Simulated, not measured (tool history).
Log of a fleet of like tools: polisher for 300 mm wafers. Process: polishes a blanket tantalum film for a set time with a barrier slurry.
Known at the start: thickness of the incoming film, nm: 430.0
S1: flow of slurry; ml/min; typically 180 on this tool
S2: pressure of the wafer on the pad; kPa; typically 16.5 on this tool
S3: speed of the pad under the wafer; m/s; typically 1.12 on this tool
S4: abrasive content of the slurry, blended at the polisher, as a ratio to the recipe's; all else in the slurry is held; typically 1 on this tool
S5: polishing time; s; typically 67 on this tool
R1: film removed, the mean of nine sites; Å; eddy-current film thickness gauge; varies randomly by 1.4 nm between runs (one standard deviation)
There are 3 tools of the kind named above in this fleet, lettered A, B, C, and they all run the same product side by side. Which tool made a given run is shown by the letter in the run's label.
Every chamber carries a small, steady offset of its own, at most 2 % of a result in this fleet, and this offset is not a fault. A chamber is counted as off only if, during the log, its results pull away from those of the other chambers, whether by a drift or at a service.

Run 1C, day 0.283: usual settings. Result: R1 1667.1 Å.
At day 0.496: chamber B: worn pad replaced by a new one.
Run 2B, day 0.646: usual settings. Result: R1 1644.5 Å.
Run 3A, day 0.846: usual settings. Result: R1 1642.0 Å.
Run 4C, day 1.062: usual settings. Result: R1 1664.5 Å.
Run 5B, day 1.271: usual settings. Result: R1 1636.8 Å.
Run 6A, day 1.575: usual settings. Result: R1 1658.3 Å.
Run 7A, day 1.796: usual settings. Result: R1 1653.4 Å.
Run 8C, day 1.992: usual settings. Result: R1 1670.4 Å.
Run 9B, day 2.233: usual settings. Result: R1 1671.3 Å.
Run 10B, day 2.442: usual settings but S2 20.7 kPa. Result: R1 2077.1 Å.
At day 2.646: chamber C: slurry blender recalibrated.
Run 11C, day 2.733: usual settings but S2 20.7 kPa. Result: R1 2086.7 Å.
Run 12A, day 3.025: usual settings but S2 20.7 kPa. Result: R1 2098.3 Å.
At day 3.154: chamber B: slurry blender recalibrated.
At day 3.225: chamber A: worn pad replaced by a new one.
Run 13C, day 3.396: usual settings. Result: R1 1660.7 Å.
At day 3.588: chamber B: head pressure recalibrated.
Run 14A, day 3.633: usual settings. Result: R1 1659.1 Å.
At day 3.975: chamber C: worn pad replaced by a new one.
Run 15B, day 4.012: usual settings. Result: R1 1571.7 Å.
Run 16A, day 4.254: usual settings. Result: R1 1645.6 Å.
Run 17B, day 4.562: usual settings. Result: R1 1562.9 Å.
Run 18C, day 4.962: usual settings. Result: R1 1664.3 Å.
Run 19A, day 5.371: usual settings. Result: R1 1625.8 Å.
Run 20B, day 5.717: usual settings. Result: R1 1542.3 Å.
Run 21C, day 6.083: usual settings. Result: R1 1683.6 Å.
Run 22A, day 6.292: usual settings. Result: R1 1650.1 Å.
Run 23B, day 6.683: usual settings. Result: R1 1563.7 Å.
At day 6.846: chamber B: worn pad replaced by a new one.
Run 24C, day 7.025: usual settings. Result: R1 1667.3 Å.
At day 7.054: chamber C: slurry blender recalibrated.
Run 25C, day 7.371: usual settings but S1 160 ml/min. Result: R1 1642.1 Å.
Run 26B, day 7.604: usual settings but S1 160 ml/min. Result: R1 1526.9 Å.
Run 27A, day 7.929: usual settings but S1 160 ml/min. Result: R1 1618.6 Å.
Run 28B, day 8.254: usual settings. Result: R1 1552.0 Å.
Run 29A, day 8.479: usual settings but S1 230 ml/min. Result: R1 1721.3 Å.
Run 30C, day 8.783: usual settings but S1 230 ml/min. Result: R1 1708.3 Å.
Run 31C, day 9.071: usual settings but S1 230 ml/min. Result: R1 1714.2 Å.
Run 32B, day 9.296: usual settings. Result: R1 1529.5 Å.

Is one chamber out of step, is the gauge drifting, or do the chambers differ by no more than their own small offsets? For an off chamber, give its letter and the likeliest cause.

After it was serviced, chamber B no longer matches the other chambers.
What lies behind it: head's pressure below its setpoint, % = 6.28.

Which of the 4 candidates below, each the usual settings with something changed and its results left as question marks, puts chamber B back in line with what the other chambers give on the usual settings?
A result is in line if it is within this distance of the other chambers' mean on the usual settings: R1 48.0 Å
Run 33B-1, day 9.617: usual settings but S2 15.9 kPa, S5 65 s. Result: R1 ?.
Run 33B-2, day 9.617: usual settings but S2 17.2 kPa, S3 1.20 m/s. Result: R1 ?.
Run 33B-3, day 9.617: usual settings but S3 1.16 m/s, S5 69 s. Result: R1 ?.
Run 33B-4, day 9.617: usual settings but S2 15.9 kPa, S3 1.08 m/s, S5 64 s. Result: R1 ?.

Usual-settings mean across the other chambers: R1 1662.1 Å
  run      R1
33B-1  1441.1
33B-2  1728.6
33B-3  1652.6
33B-4  1369.0
The right change is 33B-3: it brings the chamber back within the allowed miss of the others.
